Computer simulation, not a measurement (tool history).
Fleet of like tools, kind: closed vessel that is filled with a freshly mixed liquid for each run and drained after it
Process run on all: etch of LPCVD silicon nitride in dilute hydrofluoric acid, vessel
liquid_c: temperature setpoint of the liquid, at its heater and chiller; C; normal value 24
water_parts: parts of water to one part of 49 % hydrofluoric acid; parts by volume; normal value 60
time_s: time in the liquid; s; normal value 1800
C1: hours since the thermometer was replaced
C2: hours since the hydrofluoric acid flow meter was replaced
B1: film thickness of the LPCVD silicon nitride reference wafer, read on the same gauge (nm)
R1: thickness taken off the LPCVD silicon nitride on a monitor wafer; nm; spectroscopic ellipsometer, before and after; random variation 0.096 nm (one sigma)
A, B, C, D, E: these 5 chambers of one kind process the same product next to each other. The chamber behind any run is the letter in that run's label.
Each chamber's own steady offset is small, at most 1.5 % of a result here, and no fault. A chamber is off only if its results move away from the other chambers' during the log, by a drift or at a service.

{"run": "1B", "day": 0.229, "liquid_c": 24, "water_parts": 60, "time_s": 1800, "C1": 603.1, "C2": 202.5, "B1": 130, "R1": 15.115}
{"run": "2D", "day": 0.412, "liquid_c": 24, "water_parts": 60, "time_s": 1800, "C1": 192.8, "C2": 639.8, "B1": 130, "R1": 15.206}
{"run": "3E", "day": 0.6, "liquid_c": 24, "water_parts": 60, "time_s": 1800, "C1": 1637.8, "C2": 798.8, "B1": 130.01, "R1": 14.97}
{"day": 0.633, "done": "chamber A: hydrofluoric acid flow meter replaced"}
{"run": "4A", "day": 0.871, "liquid_c": 24, "water_parts": 60, "time_s": 1800, "C1": 168.4, "C2": 5.8, "B1": 130, "R1": 15.282}
{"run": "5C", "day": 1.104, "liquid_c": 24, "water_parts": 60, "time_s": 1800, "C1": 2649.1, "C2": 844.1, "B1": 129.99, "R1": 15.149}
{"run": "6C", "day": 1.371, "liquid_c": 24, "water_parts": 60, "time_s": 1800, "C1": 2655.5, "C2": 850.5, "B1": 129.99, "R1": 15.045}
{"run": "7D", "day": 1.654, "liquid_c": 24, "water_parts": 60, "time_s": 1800, "C1": 222.6, "C2": 669.6, "B1": 129.99, "R1": 15.171}
{"run": "8E", "day": 1.883, "liquid_c": 24, "water_parts": 60, "time_s": 1800, "C1": 1668.6, "C2": 829.6, "B1": 129.99, "R1": 15.061}
{"run": "9A", "day": 2.125, "liquid_c": 24, "water_parts": 60, "time_s": 1800, "C1": 198.5, "C2": 35.9, "B1": 130.01, "R1": 15.267}
{"run": "10B", "day": 2.433, "liquid_c": 24, "water_parts": 60, "time_s": 1800, "C1": 656, "C2": 255.4, "B1": 130, "R1": 15.082}
{"run": "11E", "day": 2.708, "liquid_c": 24, "water_parts": 60, "time_s": 1800, "C1": 1688.4, "C2": 849.4, "B1": 130, "R1": 15.069}
{"run": "12A", "day": 2.883, "liquid_c": 24, "water_parts": 60, "time_s": 1800, "C1": 216.7, "C2": 54.1, "B1": 130, "R1": 15.247}
{"run": "13D", "day": 3.179, "liquid_c": 24, "water_parts": 60, "time_s": 1800, "C1": 259.2, "C2": 706.2, "B1": 129.97, "R1": 15.341}
{"run": "14C", "day": 3.396, "liquid_c": 24, "water_parts": 60, "time_s": 1800, "C1": 2704.1, "C2": 899.1, "B1": 130.02, "R1": 15.057}
{"run": "15B", "day": 3.6, "liquid_c": 24, "water_parts": 60, "time_s": 1800, "C1": 684, "C2": 283.4, "B1": 129.99, "R1": 14.98}
{"run": "16B", "day": 3.867, "liquid_c": 24, "water_parts": 60, "time_s": 1800, "C1": 690.4, "C2": 289.8, "B1": 129.99, "R1": 15.111}
{"run": "17A", "day": 4.125, "liquid_c": 24, "water_parts": 60, "time_s": 1800, "C1": 246.5, "C2": 83.9, "B1": 130, "R1": 15.273}
{"run": "18E", "day": 4.342, "liquid_c": 24, "water_parts": 60, "time_s": 1800, "C1": 1727.6, "C2": 888.6, "B1": 129.99, "R1": 15.141}
{"run": "19D", "day": 4.533, "liquid_c": 24, "water_parts": 60, "time_s": 1800, "C1": 291.7, "C2": 738.7, "B1": 129.99, "R1": 15.225}
{"run": "20C", "day": 4.804, "liquid_c": 24, "water_parts": 60, "time_s": 1800, "C1": 2737.9, "C2": 932.9, "B1": 130.01, "R1": 15.095}
{"run": "21D", "day": 5.025, "liquid_c": 19, "water_parts": 60, "time_s": 1800, "C1": 303.5, "C2": 750.5, "B1": 130.02, "R1": 10.719}
{"run": "22E", "day": 5.225, "liquid_c": 19, "water_parts": 60, "time_s": 1800, "C1": 1748.8, "C2": 909.8, "B1": 130, "R1": 10.8}
{"run": "23C", "day": 5.442, "liquid_c": 19, "water_parts": 60, "time_s": 1800, "C1": 2753.2, "C2": 948.2, "B1": 130.02, "R1": 10.833}
{"run": "24A", "day": 5.612, "liquid_c": 19, "water_parts": 60, "time_s": 1800, "C1": 282.2, "C2": 119.6, "B1": 129.99, "R1": 10.771}
{"run": "25B", "day": 5.762, "liquid_c": 19, "water_parts": 60, "time_s": 1800, "C1": 735.9, "C2": 335.3, "B1": 129.98, "R1": 10.731}
{"run": "26A", "day": 6.067, "liquid_c": 24, "water_parts": 60, "time_s": 1800, "C1": 293.1, "C2": 130.5, "B1": 130.01, "R1": 15.164}
{"run": "27E", "day": 6.296, "liquid_c": 24, "water_parts": 60, "time_s": 1800, "C1": 1774.5, "C2": 935.5, "B1": 130.02, "R1": 15.108}
{"run": "28D", "day": 6.475, "liquid_c": 24, "water_parts": 60, "time_s": 1800, "C1": 338.3, "C2": 785.3, "B1": 130, "R1": 15.173}
{"run": "29B", "day": 6.729, "liquid_c": 24, "water_parts": 60, "time_s": 2690, "C1": 759.1, "C2": 358.5, "B1": 130.01, "R1": 22.348}
{"run": "30C", "day": 6.921, "liquid_c": 24, "water_parts": 60, "time_s": 2690, "C1": 2788.7, "C2": 983.7, "B1": 130, "R1": 22.513}
{"run": "31C", "day": 7.258, "liquid_c": 24, "water_parts": 60, "time_s": 2690, "C1": 2796.8, "C2": 991.8, "B1": 130, "R1": 22.839}
{"run": "32D", "day": 7.408, "liquid_c": 24, "water_parts": 60, "time_s": 2690, "C1": 360.7, "C2": 807.7, "B1": 130, "R1": 23.059}
{"run": "33B", "day": 7.654, "liquid_c": 24, "water_parts": 60, "time_s": 2690, "C1": 781.3, "C2": 380.7, "B1": 130.01, "R1": 22.559}
{"run": "34A", "day": 7.821, "liquid_c": 24, "water_parts": 75, "time_s": 1295, "C1": 335.2, "C2": 172.6, "B1": 129.99, "R1": 8.7378}

Does one chamber stand apart from the rest, does the shared gauge drift, or is all well apart from small per-chamber offsets? Give the chamber and the most likely cause, where there is one.

Neither any chamber nor the gauge drifts; the chambers differ only by their own small, steady offsets.
